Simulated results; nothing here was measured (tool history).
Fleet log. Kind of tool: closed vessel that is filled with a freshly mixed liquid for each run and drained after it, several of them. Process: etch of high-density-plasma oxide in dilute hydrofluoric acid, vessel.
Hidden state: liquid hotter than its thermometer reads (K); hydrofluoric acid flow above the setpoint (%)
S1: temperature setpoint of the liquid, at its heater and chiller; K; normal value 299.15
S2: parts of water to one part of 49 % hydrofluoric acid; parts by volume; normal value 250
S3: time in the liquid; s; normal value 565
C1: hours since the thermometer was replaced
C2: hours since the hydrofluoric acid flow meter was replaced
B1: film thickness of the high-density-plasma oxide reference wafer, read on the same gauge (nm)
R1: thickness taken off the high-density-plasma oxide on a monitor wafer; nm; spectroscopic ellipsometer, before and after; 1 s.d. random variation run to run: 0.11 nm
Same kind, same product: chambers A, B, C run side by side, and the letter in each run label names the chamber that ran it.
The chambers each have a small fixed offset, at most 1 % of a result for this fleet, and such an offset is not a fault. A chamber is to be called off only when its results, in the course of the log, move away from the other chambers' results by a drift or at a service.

run 1A hour=3.7 | S1=299.15 S2=250 S3=565 | C1=1541.8 C2=1696.2 | B1=50.012 | R1=15.3640
run 2B hour=8.5 | S1=299.15 S2=250 S3=565 | C1=371.6 C2=1065.2 | B1=49.996 | R1=14.8660
run 3C hour=11.9 | S1=299.15 S2=250 S3=565 | C1=85.7 C2=279.8 | B1=49.966 | R1=15.2750
run 4C hour=15.1 | S1=299.15 S2=250 S3=565 | C1=88.9 C2=283.0 | B1=49.975 | R1=15.0760
run 5B hour=19.7 | S1=299.15 S2=250 S3=565 | C1=382.8 C2=1076.4 | B1=50.040 | R1=14.9780
run 6A hour=26.0 | S1=299.15 S2=250 S3=565 | C1=1564.1 C2=1718.5 | B1=49.987 | R1=15.2860
run 7A hour=30.2 | S1=299.15 S2=250 S3=565 | C1=1568.3 C2=1722.7 | B1=50.018 | R1=15.3820
run 8B hour=35.7 | S1=299.15 S2=250 S3=565 | C1=398.8 C2=1092.4 | B1=49.953 | R1=15.1420
run 9C hour=41.7 | S1=299.15 S2=250 S3=565 | C1=115.5 C2=309.6 | B1=49.963 | R1=15.1790
run 10B hour=45.1 | S1=299.15 S2=250 S3=565 | C1=408.2 C2=1101.8 | B1=49.985 | R1=14.9650
run 11C hour=49.6 | S1=299.15 S2=250 S3=565 | C1=123.4 C2=317.5 | B1=50.015 | R1=15.2530
run 12A hour=55.0 | S1=299.15 S2=250 S3=565 | C1=1593.1 C2=1747.5 | B1=49.973 | R1=15.1170
run 13C hour=59.1 | S1=299.15 S2=250 S3=565 | C1=132.9 C2=327.0 | B1=50.015 | R1=15.0760
run 14A hour=65.5 | S1=299.15 S2=250 S3=565 | C1=1603.6 C2=1758.0 | B1=50.016 | R1=15.1580
run 15B hour=72.4 | S1=299.15 S2=250 S3=565 | C1=435.5 C2=1129.1 | B1=49.997 | R1=15.1180
run 16B hour=78.6 | S1=299.15 S2=250 S3=565 | C1=441.7 C2=1135.3 | B1=49.969 | R1=14.9160
run 17A hour=83.0 | S1=299.15 S2=250 S3=565 | C1=1621.1 C2=1775.5 | B1=50.018 | R1=15.2980
-- hour=89.5 chamber A: hydrofluoric acid flow meter replaced
run 18C hour=90.0 | S1=299.15 S2=250 S3=565 | C1=163.8 C2=357.9 | B1=50.019 | R1=15.1020
run 19B hour=94.7 | S1=299.15 S2=250 S3=565 | C1=457.8 C2=1151.4 | B1=50.042 | R1=15.0700
run 20A hour=98.7 | S1=299.15 S2=250 S3=565 | C1=1636.8 C2=9.3 | B1=49.993 | R1=15.3660
run 21C hour=102.1 | S1=299.15 S2=250 S3=565 | C1=175.9 C2=370.0 | B1=50.005 | R1=15.2720
run 22A hour=106.4 | S1=297.65 S2=355 S3=565 | C1=1644.5 C2=17.0 | B1=50.014 | R1=9.1923

Is one chamber out of step, is the gauge drifting, or do the chambers differ by no more than their own small offsets? For an off chamber, give its letter and the likeliest cause.

The fleet is healthy, with each chamber sitting at its usual small offset and no drift in the gauge.

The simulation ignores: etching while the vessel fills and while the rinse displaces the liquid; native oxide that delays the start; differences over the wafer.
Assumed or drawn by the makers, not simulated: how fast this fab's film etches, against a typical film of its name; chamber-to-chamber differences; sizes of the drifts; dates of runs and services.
